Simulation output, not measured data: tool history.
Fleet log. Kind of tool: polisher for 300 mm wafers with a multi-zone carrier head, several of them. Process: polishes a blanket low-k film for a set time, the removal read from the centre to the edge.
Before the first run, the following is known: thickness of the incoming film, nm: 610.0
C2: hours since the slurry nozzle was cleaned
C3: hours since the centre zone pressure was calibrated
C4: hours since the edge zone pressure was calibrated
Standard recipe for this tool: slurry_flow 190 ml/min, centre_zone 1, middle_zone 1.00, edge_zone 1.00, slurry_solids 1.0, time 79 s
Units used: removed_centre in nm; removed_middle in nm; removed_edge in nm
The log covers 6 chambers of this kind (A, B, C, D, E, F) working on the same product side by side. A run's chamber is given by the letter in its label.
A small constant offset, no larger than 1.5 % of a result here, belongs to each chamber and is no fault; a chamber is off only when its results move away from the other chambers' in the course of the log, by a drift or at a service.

{"run": "1B", "hour": 8.4, "slurry_flow": 190, "centre_zone": 1, "middle_zone": 1.0, "edge_zone": 1.0, "slurry_solids": 1.0, "time": 79, "wafers polished on this pad": 220, "C2": 71.4, "C3": 283.2, "C4": 963.6, "removed_centre": 37.003, "removed_middle": 37.423, "removed_edge": 37.822}
{"run": "2E", "hour": 17.1, "slurry_flow": 190, "centre_zone": 1, "middle_zone": 1.0, "edge_zone": 1.0, "slurry_solids": 1.0, "time": 79, "wafers polished on this pad": 387, "C2": 40.4, "C3": 324.3, "C4": 361.9, "removed_centre": 37.728, "removed_middle": 37.905, "removed_edge": 37.148}
{"hour": 19.8, "done": "chamber D: worn pad replaced by a new one"}
{"run": "3D", "hour": 23.4, "slurry_flow": 190, "centre_zone": 1, "middle_zone": 1.0, "edge_zone": 1.0, "slurry_solids": 1.0, "time": 79, "wafers polished on this pad": 39, "C2": 403.5, "C3": 617.4, "C4": 218.4, "removed_centre": 37.223, "removed_middle": 37.911, "removed_edge": 37.645}
{"run": "4A", "hour": 32.4, "slurry_flow": 190, "centre_zone": 1, "middle_zone": 1.0, "edge_zone": 1.0, "slurry_solids": 1.0, "time": 79, "wafers polished on this pad": 795, "C2": 466.5, "C3": 604.8, "C4": 137.0, "removed_centre": 37.623, "removed_middle": 37.577, "removed_edge": 37.248}
{"hour": 36.8, "done": "chamber A: worn pad replaced by a new one"}
{"run": "5F", "hour": 38.2, "slurry_flow": 190, "centre_zone": 1, "middle_zone": 1.0, "edge_zone": 1.0, "slurry_solids": 1.0, "time": 79, "wafers polished on this pad": 632, "C2": 273.0, "C3": 454.9, "C4": 167.0, "removed_centre": 37.609, "removed_middle": 37.834, "removed_edge": 37.266}
{"run": "6C", "hour": 45.4, "slurry_flow": 190, "centre_zone": 1, "middle_zone": 1.0, "edge_zone": 1.0, "slurry_solids": 1.0, "time": 79, "wafers polished on this pad": 1007, "C2": 231.4, "C3": 580.8, "C4": 377.7, "removed_centre": 37.792, "removed_middle": 37.988, "removed_edge": 37.02}
{"run": "7B", "hour": 56.9, "slurry_flow": 190, "centre_zone": 1, "middle_zone": 1.0, "edge_zone": 1.0, "slurry_solids": 1.0, "time": 79, "wafers polished on this pad": 740, "C2": 119.9, "C3": 331.7, "C4": 1012.1, "removed_centre": 37.965, "removed_middle": 37.39, "removed_edge": 37.3}
{"hour": 60.1, "done": "chamber F: worn pad replaced by a new one"}
{"hour": 60.3, "done": "chamber E: worn pad replaced by a new one"}
{"hour": 61.6, "done": "chamber B: centre zone pressure recalibrated"}
{"hour": 64.4, "done": "chamber C: worn pad replaced by a new one"}
{"run": "8A", "hour": 68.7, "slurry_flow": 190, "centre_zone": 1, "middle_zone": 1.0, "edge_zone": 1.0, "slurry_solids": 1.0, "time": 79, "wafers polished on this pad": 342, "C2": 502.8, "C3": 641.1, "C4": 173.3, "removed_centre": 37.44, "removed_middle": 37.689, "removed_edge": 37.324}
{"run": "9E", "hour": 80.5, "slurry_flow": 190, "centre_zone": 1, "middle_zone": 1.0, "edge_zone": 1.0, "slurry_solids": 0.8, "time": 79, "wafers polished on this pad": 216, "C2": 103.8, "C3": 387.7, "C4": 425.3, "removed_centre": 33.856, "removed_middle": 34.047, "removed_edge": 33.251}
{"hour": 80.7, "done": "chamber B: worn pad replaced by a new one"}
{"run": "10C", "hour": 90.1, "slurry_flow": 190, "centre_zone": 1, "middle_zone": 1.0, "edge_zone": 1.0, "slurry_solids": 0.8, "time": 79, "wafers polished on this pad": 276, "C2": 276.1, "C3": 625.5, "C4": 422.4, "removed_centre": 33.184, "removed_middle": 33.91, "removed_edge": 33.71}
{"hour": 93.4, "done": "chamber D: worn pad replaced by a new one"}
{"run": "11D", "hour": 101.2, "slurry_flow": 190, "centre_zone": 1, "middle_zone": 1.0, "edge_zone": 1.0, "slurry_solids": 0.8, "time": 79, "wafers polished on this pad": 84, "C2": 481.3, "C3": 695.2, "C4": 296.2, "removed_centre": 33.323, "removed_middle": 33.056, "removed_edge": 33.998}
{"hour": 102.9, "done": "chamber A: worn pad replaced by a new one"}
{"run": "12F", "hour": 109.8, "slurry_flow": 190, "centre_zone": 1, "middle_zone": 1.0, "edge_zone": 1.0, "slurry_solids": 0.8, "time": 79, "wafers polished on this pad": 534, "C2": 344.6, "C3": 526.5, "C4": 238.6, "removed_centre": 33.813, "removed_middle": 33.563, "removed_edge": 33.924}
{"run": "13C", "hour": 121.1, "slurry_flow": 190, "centre_zone": 1, "middle_zone": 1.0, "edge_zone": 1.0, "slurry_solids": 0.8, "time": 79, "wafers polished on this pad": 609, "C2": 307.1, "C3": 656.5, "C4": 453.4, "removed_centre": 33.747, "removed_middle": 33.399, "removed_edge": 33.805}
{"hour": 126.6, "done": "chamber E: worn pad replaced by a new one"}
{"run": "14D", "hour": 132.6, "slurry_flow": 190, "centre_zone": 1, "middle_zone": 1.0, "edge_zone": 1.0, "slurry_solids": 0.8, "time": 79, "wafers polished on this pad": 421, "C2": 512.7, "C3": 726.6, "C4": 327.6, "removed_centre": 33.872, "removed_middle": 32.749, "removed_edge": 33.225}
{"hour": 134.6, "done": "chamber B: edge zone pressure recalibrated"}
{"run": "15B", "hour": 140.3, "slurry_flow": 190, "centre_zone": 1, "middle_zone": 1.0, "edge_zone": 1.0, "slurry_solids": 1.0, "time": 79, "wafers polished on this pad": 639, "C2": 203.3, "C3": 78.8, "C4": 5.8, "removed_centre": 37.533, "removed_middle": 36.966, "removed_edge": 36.993}
{"hour": 140.4, "done": "chamber F: worn pad replaced by a new one"}
{"run": "16E", "hour": 147.3, "slurry_flow": 190, "centre_zone": 1, "middle_zone": 1.0, "edge_zone": 1.0, "slurry_solids": 1.0, "time": 79, "wafers polished on this pad": 223, "C2": 170.6, "C3": 454.5, "C4": 492.1, "removed_centre": 37.849, "removed_middle": 36.652, "removed_edge": 37.408}
{"hour": 157.4, "done": "chamber F: centre zone pressure recalibrated"}
{"run": "17A", "hour": 158.2, "slurry_flow": 190, "centre_zone": 1, "middle_zone": 1.0, "edge_zone": 1.0, "slurry_solids": 1.0, "time": 79, "wafers polished on this pad": 593, "C2": 592.3, "C3": 730.6, "C4": 262.8, "removed_centre": 37.347, "removed_middle": 37.806, "removed_edge": 37.847}
{"hour": 159.5, "done": "chamber A: slurry nozzle cleaned"}
{"hour": 164.3, "done": "chamber D: worn pad replaced by a new one"}
{"run": "18F", "hour": 168.3, "slurry_flow": 190, "centre_zone": 1, "middle_zone": 1.0, "edge_zone": 1.09, "slurry_solids": 1.0, "time": 70, "wafers polished on this pad": 299, "C2": 403.1, "C3": 11.0, "C4": 297.1, "removed_centre": 33.719, "removed_middle": 32.822, "removed_edge": 34.667}
{"hour": 172.2, "done": "chamber D: slurry nozzle cleaned"}
{"hour": 175.9, "done": "chamber E: edge zone pressure recalibrated"}
{"hour": 176.8, "done": "chamber A: worn pad replaced by a new one"}
{"run": "19B", "hour": 176.8, "slurry_flow": 190, "centre_zone": 1, "middle_zone": 1.0, "edge_zone": 1.09, "slurry_solids": 1.0, "time": 70, "wafers polished on this pad": 1031, "C2": 239.8, "C3": 115.3, "C4": 42.3, "removed_centre": 33.423, "removed_middle": 33.046, "removed_edge": 34.567}
{"hour": 178.4, "done": "chamber F: slurry nozzle cleaned"}
{"hour": 180.4, "done": "chamber B: worn pad replaced by a new one"}
{"run": "20C", "hour": 187.9, "slurry_flow": 190, "centre_zone": 1, "middle_zone": 1.0, "edge_zone": 1.09, "slurry_solids": 1.0, "time": 70, "wafers polished on this pad": 1325, "C2": 373.9, "C3": 723.3, "C4": 520.2, "removed_centre": 33.729, "removed_middle": 33.133, "removed_edge": 34.641}
{"hour": 188.4, "done": "chamber E: worn pad replaced by a new one"}
{"hour": 192.7, "done": "chamber C: worn pad replaced by a new one"}
{"run": "21D", "hour": 196.5, "slurry_flow": 190, "centre_zone": 1, "middle_zone": 1.0, "edge_zone": 1.09, "slurry_solids": 1.0, "time": 70, "wafers polished on this pad": 346, "C2": 24.4, "C3": 790.5, "C4": 391.5, "removed_centre": 33.284, "removed_middle": 33.8, "removed_edge": 35.305}
{"run": "22F", "hour": 204.8, "slurry_flow": 190, "centre_zone": 1, "middle_zone": 1.0, "edge_zone": 1.09, "slurry_solids": 1.0, "time": 70, "wafers polished on this pad": 691, "C2": 26.5, "C3": 47.5, "C4": 333.6, "removed_centre": 33.484, "removed_middle": 33.668, "removed_edge": 34.48}
{"hour": 207.8, "done": "chamber A: edge zone pressure recalibrated"}
{"hour": 215.5, "done": "chamber F: worn pad replaced by a new one"}
{"run": "23E", "hour": 215.5, "slurry_flow": 190, "centre_zone": 1, "middle_zone": 1.0, "edge_zone": 1.09, "slurry_solids": 1.0, "time": 70, "wafers polished on this pad": 291, "C2": 238.8, "C3": 522.7, "C4": 39.7, "removed_centre": 33.361, "removed_middle": 33.07, "removed_edge": 34.725}
{"run": "24A", "hour": 225.7, "slurry_flow": 190, "centre_zone": 1, "middle_zone": 0.91, "edge_zone": 1.0, "slurry_solids": 1.0, "time": 67, "wafers polished on this pad": 524, "C2": 66.3, "C3": 798.1, "C4": 17.9, "removed_centre": 31.841, "removed_middle": 29.305, "removed_edge": 32.222}
{"run": "25B", "hour": 231.6, "slurry_flow": 190, "centre_zone": 1, "middle_zone": 0.91, "edge_zone": 1.0, "slurry_solids": 1.0, "time": 67, "wafers polished on this pad": 549, "C2": 294.6, "C3": 170.1, "C4": 97.1, "removed_centre": 31.905, "removed_middle": 28.774, "removed_edge": 32.519}
{"run": "26C", "hour": 243.1, "slurry_flow": 190, "centre_zone": 1, "middle_zone": 0.91, "edge_zone": 1.0, "slurry_solids": 1.0, "time": 67, "wafers polished on this pad": 541, "C2": 429.1, "C3": 778.5, "C4": 575.4, "removed_centre": 32.128, "removed_middle": 29.76, "removed_edge": 31.056}
{"hour": 251.4, "done": "chamber D: worn pad replaced by a new one"}
{"hour": 252.6, "done": "chamber A: worn pad replaced by a new one"}
{"run": "27A", "hour": 254.9, "slurry_flow": 190, "centre_zone": 1, "middle_zone": 0.91, "edge_zone": 1.0, "slurry_solids": 1.0, "time": 67, "wafers polished on this pad": 25, "C2": 95.5, "C3": 827.3, "C4": 47.1, "removed_centre": 32.074, "removed_middle": 29.27, "removed_edge": 32.086}
{"hour": 263.6, "done": "chamber B: worn pad replaced by a new one"}
{"run": "28D", "hour": 263.6, "slurry_flow": 190, "centre_zone": 1, "middle_zone": 0.91, "edge_zone": 1.0, "slurry_solids": 1.0, "time": 67, "wafers polished on this pad": 131, "C2": 91.5, "C3": 857.6, "C4": 458.6, "removed_centre": 31.743, "removed_middle": 28.662, "removed_edge": 31.547}
{"hour": 266.1, "done": "chamber E: worn pad replaced by a new one"}
{"run": "29E", "hour": 269.0, "slurry_flow": 190, "centre_zone": 1, "middle_zone": 0.91, "edge_zone": 1.0, "slurry_solids": 1.0, "time": 67, "wafers polished on this pad": 32, "C2": 292.3, "C3": 576.2, "C4": 93.2, "removed_centre": 31.273, "removed_middle": 29.561, "removed_edge": 31.396}
{"hour": 275.3, "done": "chamber F: worn pad replaced by a new one"}
{"run": "30F", "hour": 279.0, "slurry_flow": 190, "centre_zone": 1, "middle_zone": 1.0, "edge_zone": 1.0, "slurry_solids": 1.0, "time": 79, "wafers polished on this pad": 40, "C2": 100.7, "C3": 121.7, "C4": 407.8, "removed_centre": 37.887, "removed_middle": 37.478, "removed_edge": 37.728}
{"run": "31D", "hour": 285.8, "slurry_flow": 190, "centre_zone": 1, "middle_zone": 1.0, "edge_zone": 1.0, "slurry_solids": 1.0, "time": 79, "wafers polished on this pad": 369, "C2": 113.7, "C3": 879.8, "C4": 480.8, "removed_centre": 37.633, "removed_middle": 36.963, "removed_edge": 37.612}
{"run": "32A", "hour": 295.9, "slurry_flow": 190, "centre_zone": 1, "middle_zone": 1.0, "edge_zone": 1.0, "slurry_solids": 1.0, "time": 79, "wafers polished on this pad": 465, "C2": 136.5, "C3": 868.3, "C4": 88.1, "removed_centre": 37.578, "removed_middle": 38.311, "removed_edge": 38.546}
{"run": "33B", "hour": 307.2, "slurry_flow": 190, "centre_zone": 1, "middle_zone": 1.0, "edge_zone": 1.0, "slurry_solids": 1.0, "time": 79, "wafers polished on this pad": 468, "C2": 370.2, "C3": 245.7, "C4": 172.7, "removed_centre": 37.018, "removed_middle": 36.771, "removed_edge": 37.845}
{"run": "34C", "hour": 316.7, "slurry_flow": 160, "centre_zone": 1, "middle_zone": 0.9, "edge_zone": 1.0, "slurry_solids": 1.0, "time": 79, "wafers polished on this pad": 1331, "C2": 502.7, "C3": 852.1, "C4": 649.0, "removed_centre": 37.43, "removed_middle": 32.266, "removed_edge": 36.679}
{"run": "35E", "hour": 322.0, "slurry_flow": 160, "centre_zone": 1, "middle_zone": 0.9, "edge_zone": 1.0, "slurry_solids": 1.0, "time": 79, "wafers polished on this pad": 600, "C2": 345.3, "C3": 629.2, "C4": 146.2, "removed_centre": 36.283, "removed_middle": 33.368, "removed_edge": 36.584}
{"hour": 330.1, "done": "chamber E: slurry nozzle cleaned"}
{"run": "36F", "hour": 333.2, "slurry_flow": 160, "centre_zone": 1, "middle_zone": 0.9, "edge_zone": 1.0, "slurry_solids": 1.0, "time": 79, "wafers polished on this pad": 621, "C2": 154.9, "C3": 175.9, "C4": 462.0, "removed_centre": 36.841, "removed_middle": 33.036, "removed_edge": 36.63}
{"hour": 333.4, "done": "chamber E: worn pad replaced by a new one"}
{"run": "37F", "hour": 345.0, "slurry_flow": 160, "centre_zone": 1, "middle_zone": 0.9, "edge_zone": 1.0, "slurry_solids": 1.0, "time": 79, "wafers polished on this pad": 748, "C2": 166.7, "C3": 187.7, "C4": 473.8, "removed_centre": 36.22, "removed_middle": 32.495, "removed_edge": 36.529}
{"run": "38E", "hour": 351.5, "slurry_flow": 160, "centre_zone": 1, "middle_zone": 0.9, "edge_zone": 1.0, "slurry_solids": 1.0, "time": 79, "wafers polished on this pad": 194, "C2": 21.4, "C3": 658.7, "C4": 175.7, "removed_centre": 36.219, "removed_middle": 32.917, "removed_edge": 36.911}

Next, all 6 chambers run the settings below, one line each with question marks for the results. What does each chamber give?
{"run": "39A", "hour": 360.0, "slurry_flow": 190, "centre_zone": 1, "middle_zone": 1.0, "edge_zone": 1.0, "slurry_solids": 1.0, "time": 79, "removed_centre": "?", "removed_middle": "?", "removed_edge": "?"}
{"run": "39B", "hour": 360.0, "slurry_flow": 190, "centre_zone": 1, "middle_zone": 1.0, "edge_zone": 1.0, "slurry_solids": 1.0, "time": 79, "removed_centre": "?", "removed_middle": "?", "removed_edge": "?"}
{"run": "39C", "hour": 360.0, "slurry_flow": 190, "centre_zone": 1, "middle_zone": 1.0, "edge_zone": 1.0, "slurry_solids": 1.0, "time": 79, "removed_centre": "?", "removed_middle": "?", "removed_edge": "?"}
{"run": "39D", "hour": 360.0, "slurry_flow": 190, "centre_zone": 1, "middle_zone": 1.0, "edge_zone": 1.0, "slurry_solids": 1.0, "time": 79, "removed_centre": "?", "removed_middle": "?", "removed_edge": "?"}
{"run": "39E", "hour": 360.0, "slurry_flow": 190, "centre_zone": 1, "middle_zone": 1.0, "edge_zone": 1.0, "slurry_solids": 1.0, "time": 79, "removed_centre": "?", "removed_middle": "?", "removed_edge": "?"}
{"run": "39F", "hour": 360.0, "slurry_flow": 190, "centre_zone": 1, "middle_zone": 1.0, "edge_zone": 1.0, "slurry_solids": 1.0, "time": 79, "removed_centre": "?", "removed_middle": "?", "removed_edge": "?"}

run=39A removed_centre=36.937 removed_middle=37.462 removed_edge=36.679
run=39B removed_centre=38.135 removed_middle=36.538 removed_edge=37.326
run=39C removed_centre=37.955 removed_middle=36.367 removed_edge=36.881
run=39D removed_centre=37.767 removed_middle=38.034 removed_edge=37.598
run=39E removed_centre=37.253 removed_middle=37.597 removed_edge=37.224
run=39F removed_centre=37.440 removed_middle=37.969 removed_edge=37.374

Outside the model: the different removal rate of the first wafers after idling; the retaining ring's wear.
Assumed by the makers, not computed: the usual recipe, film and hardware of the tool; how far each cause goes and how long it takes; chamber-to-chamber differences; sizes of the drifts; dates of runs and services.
